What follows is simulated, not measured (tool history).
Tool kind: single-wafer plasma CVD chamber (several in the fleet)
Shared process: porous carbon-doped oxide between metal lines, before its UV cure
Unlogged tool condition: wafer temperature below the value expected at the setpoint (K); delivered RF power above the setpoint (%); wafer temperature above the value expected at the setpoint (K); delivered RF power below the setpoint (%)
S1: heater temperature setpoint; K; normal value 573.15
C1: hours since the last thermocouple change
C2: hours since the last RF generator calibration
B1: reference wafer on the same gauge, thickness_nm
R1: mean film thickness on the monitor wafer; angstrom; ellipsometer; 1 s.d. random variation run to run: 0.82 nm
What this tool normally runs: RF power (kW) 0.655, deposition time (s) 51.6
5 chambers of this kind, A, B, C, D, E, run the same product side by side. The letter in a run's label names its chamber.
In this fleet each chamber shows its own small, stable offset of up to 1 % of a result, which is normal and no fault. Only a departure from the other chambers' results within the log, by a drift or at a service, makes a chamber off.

run 1C hour=4.9 | S1=573.15 RF_power_(kW)=0.655 deposition_time_(s)=51.6 | C1=992.9 C2=2057.8 | B1=374.75 | R1=3299.8
run 2D hour=11.0 | S1=573.15 RF_power_(kW)=0.655 deposition_time_(s)=51.6 | C1=584.0 C2=296.8 | B1=375.27 | R1=3265.1
run 3E hour=17.8 | S1=573.15 RF_power_(kW)=0.655 deposition_time_(s)=51.6 | C1=1654.6 C2=836.0 | B1=375.02 | R1=3292.6
run 4A hour=24.3 | S1=573.15 RF_power_(kW)=0.655 deposition_time_(s)=51.6 | C1=2514.9 C2=193.8 | B1=375.06 | R1=3274.3
run 5B hour=28.8 | S1=573.15 RF_power_(kW)=0.655 deposition_time_(s)=51.6 | C1=618.9 C2=1298.7 | B1=375.04 | R1=3291.3
run 6A hour=33.0 | S1=573.15 RF_power_(kW)=0.655 deposition_time_(s)=51.6 | C1=2523.6 C2=202.5 | B1=375.01 | R1=3295.6
run 7E hour=40.3 | S1=573.15 RF_power_(kW)=0.655 deposition_time_(s)=51.6 | C1=1677.1 C2=858.5 | B1=374.95 | R1=3318.5
run 8D hour=45.3 | S1=573.15 RF_power_(kW)=0.655 deposition_time_(s)=51.6 | C1=618.3 C2=331.1 | B1=374.98 | R1=3283.0
run 9C hour=51.1 | S1=573.15 RF_power_(kW)=0.655 deposition_time_(s)=51.6 | C1=1039.1 C2=2104.0 | B1=374.79 | R1=3303.9
run 10B hour=55.2 | S1=573.15 RF_power_(kW)=0.655 deposition_time_(s)=51.6 | C1=645.3 C2=1325.1 | B1=375.00 | R1=3275.6
run 11E hour=61.9 | S1=566.15 RF_power_(kW)=0.570 deposition_time_(s)=51.6 | C1=1698.7 C2=880.1 | B1=374.98 | R1=3157.5
run 12A hour=66.2 | S1=566.15 RF_power_(kW)=0.570 deposition_time_(s)=51.6 | C1=2556.8 C2=235.7 | B1=374.87 | R1=3116.7
run 13D hour=69.8 | S1=566.15 RF_power_(kW)=0.570 deposition_time_(s)=51.6 | C1=642.8 C2=355.6 | B1=375.08 | R1=3128.8
run 14B hour=73.2 | S1=566.15 RF_power_(kW)=0.570 deposition_time_(s)=51.6 | C1=663.3 C2=1343.1 | B1=375.05 | R1=3115.9
run 15C hour=79.0 | S1=566.15 RF_power_(kW)=0.570 deposition_time_(s)=51.6 | C1=1067.0 C2=2131.9 | B1=375.07 | R1=3147.3
run 16D hour=83.1 | S1=573.15 RF_power_(kW)=0.655 deposition_time_(s)=51.6 | C1=656.1 C2=368.9 | B1=374.86 | R1=3289.6
run 17B hour=90.4 | S1=573.15 RF_power_(kW)=0.655 deposition_time_(s)=51.6 | C1=680.5 C2=1360.3 | B1=375.01 | R1=3290.2
run 18E hour=94.1 | S1=573.15 RF_power_(kW)=0.655 deposition_time_(s)=51.6 | C1=1730.9 C2=912.3 | B1=375.03 | R1=3313.7
-- hour=95.2 chamber E: thermocouple changed; heater temperature recalibrated
run 19C hour=99.3 | S1=573.15 RF_power_(kW)=0.655 deposition_time_(s)=41.6 | C1=1087.3 C2=2152.2 | B1=374.65 | R1=2678.2
run 20A hour=104.4 | S1=573.15 RF_power_(kW)=0.655 deposition_time_(s)=41.6 | C1=2595.0 C2=273.9 | B1=375.08 | R1=2658.1
run 21D hour=108.7 | S1=573.15 RF_power_(kW)=0.655 deposition_time_(s)=41.6 | C1=681.7 C2=394.5 | B1=375.05 | R1=2650.5
run 22C hour=115.5 | S1=573.15 RF_power_(kW)=0.655 deposition_time_(s)=41.6 | C1=1103.5 C2=2168.4 | B1=375.01 | R1=2682.0
run 23A hour=120.3 | S1=573.15 RF_power_(kW)=0.655 deposition_time_(s)=41.6 | C1=2610.9 C2=289.8 | B1=375.02 | R1=2642.9
run 24E hour=123.8 | S1=573.15 RF_power_(kW)=0.655 deposition_time_(s)=51.6 | C1=28.7 C2=942.0 | B1=374.93 | R1=3354.4
run 25B hour=127.2 | S1=573.15 RF_power_(kW)=0.655 deposition_time_(s)=51.6 | C1=717.3 C2=1397.1 | B1=375.00 | R1=3263.9
run 26B hour=132.9 | S1=573.15 RF_power_(kW)=0.655 deposition_time_(s)=51.6 | C1=723.0 C2=1402.8 | B1=375.00 | R1=3268.3
run 27A hour=137.0 | S1=586.15 RF_power_(kW)=0.725 deposition_time_(s)=51.6 | C1=2627.6 C2=306.5 | B1=375.05 | R1=3248.7
run 28E hour=142.6 | S1=586.15 RF_power_(kW)=0.725 deposition_time_(s)=51.6 | C1=47.5 C2=960.8 | B1=375.16 | R1=3353.5
run 29C hour=148.8 | S1=586.15 RF_power_(kW)=0.725 deposition_time_(s)=51.6 | C1=1136.8 C2=2201.7 | B1=375.00 | R1=3290.3
run 30D hour=154.0 | S1=586.15 RF_power_(kW)=0.725 deposition_time_(s)=51.6 | C1=727.0 C2=439.8 | B1=375.03 | R1=3248.8
run 31C hour=158.2 | S1=586.15 RF_power_(kW)=0.725 deposition_time_(s)=51.6 | C1=1146.2 C2=2211.1 | B1=374.79 | R1=3283.6
run 32B hour=162.5 | S1=573.15 RF_power_(kW)=0.655 deposition_time_(s)=51.6 | C1=752.6 C2=1432.4 | B1=375.19 | R1=3280.2
run 33A hour=167.5 | S1=573.15 RF_power_(kW)=0.655 deposition_time_(s)=51.6 | C1=2658.1 C2=337.0 | B1=375.11 | R1=3272.4
run 34E hour=174.8 | S1=573.15 RF_power_(kW)=0.655 deposition_time_(s)=51.6 | C1=79.7 C2=993.0 | B1=374.98 | R1=3369.1
run 35D hour=180.4 | S1=573.15 RF_power_(kW)=0.655 deposition_time_(s)=51.6 | C1=753.4 C2=466.2 | B1=375.11 | R1=3263.2
run 36B hour=184.0 | S1=573.15 RF_power_(kW)=0.655 deposition_time_(s)=51.6 | C1=774.1 C2=1453.9 | B1=374.95 | R1=3279.2
run 37A hour=191.3 | S1=573.15 RF_power_(kW)=0.655 deposition_time_(s)=51.6 | C1=2681.9 C2=360.8 | B1=375.10 | R1=3285.3
run 38D hour=197.9 | S1=573.15 RF_power_(kW)=0.655 deposition_time_(s)=51.6 | C1=770.9 C2=483.7 | B1=375.05 | R1=3284.6
run 39E hour=201.9 | S1=573.15 RF_power_(kW)=0.655 deposition_time_(s)=51.6 | C1=106.8 C2=1020.1 | B1=375.12 | R1=3361.1

Each of the 5 chambers runs these same settings next. Fill in every chamber's results:
run 40A hour=207.2 | S1=573.15 RF_power_(kW)=0.655 deposition_time_(s)=46.5 | R1=?
run 40B hour=207.2 | S1=573.15 RF_power_(kW)=0.655 deposition_time_(s)=46.5 | R1=?
run 40C hour=207.2 | S1=573.15 RF_power_(kW)=0.655 deposition_time_(s)=46.5 | R1=?
run 40D hour=207.2 | S1=573.15 RF_power_(kW)=0.655 deposition_time_(s)=46.5 | R1=?
run 40E hour=207.2 | S1=573.15 RF_power_(kW)=0.655 deposition_time_(s)=46.5 | R1=?

run=40A R1=2963.6
run=40B R1=2958.6
run=40C R1=3004.4
run=40D R1=2956.0
run=40E R1=3035.7
